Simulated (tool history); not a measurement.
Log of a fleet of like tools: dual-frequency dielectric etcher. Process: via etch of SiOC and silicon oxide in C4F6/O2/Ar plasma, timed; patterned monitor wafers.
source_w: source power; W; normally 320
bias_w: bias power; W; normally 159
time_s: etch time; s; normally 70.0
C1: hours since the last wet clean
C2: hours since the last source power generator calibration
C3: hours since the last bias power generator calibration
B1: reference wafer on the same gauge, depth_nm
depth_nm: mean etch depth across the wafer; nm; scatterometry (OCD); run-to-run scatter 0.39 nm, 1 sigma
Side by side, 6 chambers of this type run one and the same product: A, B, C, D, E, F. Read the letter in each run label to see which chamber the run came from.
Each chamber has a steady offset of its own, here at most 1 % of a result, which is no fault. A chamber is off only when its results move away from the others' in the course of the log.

run 1A day=0.283 | source_w=320 bias_w=159 time_s=70.0 | C1=356.9 C2=689.6 C3=3916.5 | B1=80.313 | depth_nm=69.730
run 2F day=0.667 | source_w=320 bias_w=159 time_s=70.0 | C1=352.7 C2=750.6 C3=2409.9 | B1=80.313 | depth_nm=69.599
run 3D day=0.988 | source_w=320 bias_w=159 time_s=70.0 | C1=318.0 C2=500.2 C3=1262.4 | B1=80.198 | depth_nm=69.030
run 4E day=1.479 | source_w=320 bias_w=159 time_s=70.0 | C1=429.5 C2=1329.3 C3=3342.9 | B1=80.262 | depth_nm=69.461
-- day=1.792 chamber C: wet clean of the chamber
run 5C day=1.983 | source_w=320 bias_w=159 time_s=70.0 | C1=4.6 C2=922.2 C3=72.4 | B1=80.241 | depth_nm=70.140
run 6B day=2.279 | source_w=320 bias_w=159 time_s=70.0 | C1=216.9 C2=1554.2 C3=4324.8 | B1=80.375 | depth_nm=69.454
-- day=2.667 chamber B: bias power generator calibrated
run 7A day=2.858 | source_w=320 bias_w=159 time_s=70.0 | C1=418.7 C2=751.4 C3=3978.3 | B1=80.275 | depth_nm=69.797
run 8D day=3.158 | source_w=320 bias_w=159 time_s=86.5 | C1=370.1 C2=552.3 C3=1314.5 | B1=80.310 | depth_nm=85.259
run 9F day=3.654 | source_w=320 bias_w=159 time_s=86.5 | C1=424.4 C2=822.3 C3=2481.6 | B1=80.352 | depth_nm=85.958
run 10C day=4.062 | source_w=320 bias_w=159 time_s=86.5 | C1=54.5 C2=972.1 C3=122.3 | B1=80.301 | depth_nm=85.938
run 11E day=4.679 | source_w=320 bias_w=159 time_s=86.5 | C1=506.3 C2=1406.1 C3=3419.7 | B1=80.205 | depth_nm=86.356
-- day=5.012 chamber D: wet clean of the chamber
run 12B day=5.208 | source_w=320 bias_w=159 time_s=86.5 | C1=287.2 C2=1624.5 C3=61.1 | B1=80.395 | depth_nm=86.004
run 13E day=5.558 | source_w=320 bias_w=159 time_s=86.5 | C1=527.4 C2=1427.2 C3=3440.8 | B1=80.369 | depth_nm=86.485
run 14D day=5.904 | source_w=320 bias_w=159 time_s=70.0 | C1=21.5 C2=618.2 C3=1380.4 | B1=80.415 | depth_nm=69.695
run 15F day=6.388 | source_w=320 bias_w=159 time_s=70.0 | C1=490.0 C2=887.9 C3=2547.2 | B1=80.347 | depth_nm=69.036
-- day=6.550 chamber E: wet clean of the chamber
run 16C day=6.804 | source_w=320 bias_w=159 time_s=70.0 | C1=120.3 C2=1037.9 C3=188.1 | B1=80.361 | depth_nm=69.983
run 17B day=7.296 | source_w=320 bias_w=159 time_s=90.5 | C1=337.3 C2=1674.6 C3=111.2 | B1=80.190 | depth_nm=90.401
-- day=7.750 chamber F: wet clean of the chamber
run 18A day=7.750 | source_w=320 bias_w=159 time_s=90.5 | C1=536.1 C2=868.8 C3=4095.7 | B1=80.217 | depth_nm=91.105
-- day=8.154 chamber B: wet clean of the chamber
run 19B day=8.162 | source_w=320 bias_w=159 time_s=90.5 | C1=0.2 C2=1695.4 C3=132.0 | B1=80.296 | depth_nm=86.772
run 20E day=8.521 | source_w=320 bias_w=159 time_s=90.5 | C1=47.4 C2=1498.3 C3=3511.9 | B1=80.452 | depth_nm=91.077
-- day=8.575 chamber E: bias power generator calibrated
run 21F day=8.842 | source_w=320 bias_w=159 time_s=90.5 | C1=26.3 C2=946.8 C3=2606.1 | B1=80.348 | depth_nm=89.538
run 22D day=9.217 | source_w=320 bias_w=159 time_s=90.5 | C1=101.0 C2=697.7 C3=1459.9 | B1=80.280 | depth_nm=88.801
-- day=9.446 chamber A: wet clean of the chamber
run 23A day=9.612 | source_w=320 bias_w=159 time_s=70.0 | C1=4.1 C2=913.5 C3=4140.4 | B1=80.278 | depth_nm=70.281
run 24C day=10.008 | source_w=320 bias_w=159 time_s=70.0 | C1=197.2 C2=1114.8 C3=265.0 | B1=80.435 | depth_nm=69.754
run 25E day=10.312 | source_w=320 bias_w=159 time_s=70.0 | C1=90.4 C2=1541.3 C3=41.8 | B1=80.249 | depth_nm=69.124
run 26C day=10.925 | source_w=320 bias_w=159 time_s=70.0 | C1=219.2 C2=1136.8 C3=287.0 | B1=80.317 | depth_nm=69.292
run 27D day=11.233 | source_w=320 bias_w=159 time_s=70.0 | C1=149.4 C2=746.1 C3=1508.3 | B1=80.274 | depth_nm=69.089
run 28A day=11.558 | source_w=320 bias_w=159 time_s=70.0 | C1=50.8 C2=960.2 C3=4187.1 | B1=80.247 | depth_nm=69.639
run 29F day=11.954 | source_w=320 bias_w=159 time_s=70.0 | C1=101.0 C2=1021.5 C3=2680.8 | B1=80.317 | depth_nm=70.131
run 30B day=12.296 | source_w=320 bias_w=159 time_s=70.0 | C1=99.4 C2=1794.6 C3=231.2 | B1=80.245 | depth_nm=66.393
run 31D day=12.633 | source_w=320 bias_w=159 time_s=70.0 | C1=183.0 C2=779.7 C3=1541.9 | B1=80.383 | depth_nm=69.871
run 32B day=13.142 | source_w=320 bias_w=159 time_s=70.0 | C1=119.7 C2=1814.9 C3=251.5 | B1=80.233 | depth_nm=67.837
run 33C day=13.575 | source_w=320 bias_w=125 time_s=70.0 | C1=282.8 C2=1200.4 C3=350.6 | B1=80.328 | depth_nm=64.531
run 34E day=14.008 | source_w=320 bias_w=125 time_s=70.0 | C1=179.1 C2=1630.0 C3=130.5 | B1=80.267 | depth_nm=64.222
run 35F day=14.312 | source_w=320 bias_w=125 time_s=70.0 | C1=157.6 C2=1078.1 C3=2737.4 | B1=80.314 | depth_nm=64.548
run 36A day=14.788 | source_w=320 bias_w=125 time_s=70.0 | C1=128.3 C2=1037.7 C3=4264.6 | B1=80.230 | depth_nm=65.308
run 37B day=15.379 | source_w=320 bias_w=125 time_s=70.0 | C1=173.4 C2=1868.6 C3=305.2 | B1=80.284 | depth_nm=62.074
run 38D day=15.779 | source_w=320 bias_w=125 time_s=70.0 | C1=258.5 C2=855.2 C3=1617.4 | B1=80.288 | depth_nm=64.435
run 39C day=16.292 | source_w=320 bias_w=159 time_s=70.0 | C1=348.0 C2=1265.6 C3=415.8 | B1=80.321 | depth_nm=69.612

Which is it: a chamber that has drifted or been left off by a service, a gauge drift common to all chambers, or only each chamber's usual small offset? If a chamber is off, name it and its likeliest cause.

Chamber B came out of a service off from its peers and stayed that way.
What lies behind it: etch rate under this chamber's usual, % = 3.44.

Which of the 4 candidates below, each the usual settings with something changed and its results left as question marks, puts chamber B back in line with what the other chambers give on the usual settings?
In line means no further than this from the other chambers' mean on the usual settings: depth_nm 1.400 nm
run 40B-1 day=16.750 | source_w=320 bias_w=159 time_s=75.0 | depth_nm=?
run 40B-2 day=16.750 | source_w=320 bias_w=160 time_s=72.0 | depth_nm=?
run 40B-3 day=16.750 | source_w=320 bias_w=158 time_s=68.0 | depth_nm=?
run 40B-4 day=16.750 | source_w=270 bias_w=159 time_s=70.0 | depth_nm=?

Mean of the other chambers on the usual settings: depth_nm 69.547 nm
run=40B-1 depth_nm=71.922
run=40B-2 depth_nm=69.183
run=40B-3 depth_nm=65.078
run=40B-4 depth_nm=62.780
Change 40B-2 lands the chamber within the allowed miss of the other chambers.
